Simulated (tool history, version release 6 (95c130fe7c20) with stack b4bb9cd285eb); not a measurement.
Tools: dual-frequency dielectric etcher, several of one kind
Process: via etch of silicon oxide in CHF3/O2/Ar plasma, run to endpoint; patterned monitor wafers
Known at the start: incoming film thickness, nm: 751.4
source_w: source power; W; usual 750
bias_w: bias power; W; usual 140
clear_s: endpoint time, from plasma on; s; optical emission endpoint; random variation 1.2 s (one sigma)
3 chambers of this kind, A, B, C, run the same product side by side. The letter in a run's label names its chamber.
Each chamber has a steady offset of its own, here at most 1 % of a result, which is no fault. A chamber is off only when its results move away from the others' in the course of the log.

run,hour,source_w,bias_w,hours since the last wet clean,hours since the last source power generator calibration,hours since the last bias power generator calibration,clear_s
1B,2.9,750,140,329.7,1215.3,1908.8,373.18
2C,6.5,750,140,365.9,19.5,6.8,373.45
3A,9.2,750,140,141.7,1894.8,2388.7,376.85
4C,13.4,750,140,372.8,26.4,13.7,372.38
5A,17.2,750,140,149.7,1902.8,2396.7,378.94
6B,21.9,750,140,348.7,1234.3,1927.8,374.28
7C,25.4,750,166,384.8,38.4,25.7,355.28
# hour 27.1: chamber A: source power generator calibrated
# hour 28.0: chamber C: wet clean of the chamber
8A,30.7,750,166,163.2,3.7,2410.2,355.60
9B,35.7,750,166,362.5,1248.1,1941.6,354.73
10A,40.5,750,140,173.0,13.5,2420.0,376.79
11C,45.9,750,140,17.9,58.9,46.2,375.55
12B,49.1,750,140,375.9,1261.5,1955.0,373.62
13A,52.0,750,140,184.5,25.0,2431.5,375.72
14C,57.6,750,140,29.6,70.6,57.9,373.18
15B,60.7,750,140,387.5,1273.1,1966.6,373.70
16C,64.1,750,140,36.1,77.1,64.4,376.10
17B,66.6,750,140,393.4,1279.0,1972.5,375.19
18A,70.8,750,140,203.3,43.8,2450.3,375.02
19B,76.0,750,140,402.8,1288.4,1981.9,375.07
20A,81.7,750,140,214.2,54.7,2461.2,375.41
21C,85.6,750,140,57.6,98.6,85.9,375.65
22B,89.9,750,140,416.7,1302.3,1995.8,374.08

What goes on in this fleet: one chamber off, a drifting gauge, or nothing beyond the chambers' own small offsets? Name the chamber and the cause, if any.

No chamber stands off beyond its own small offset, and the gauge holds steady.
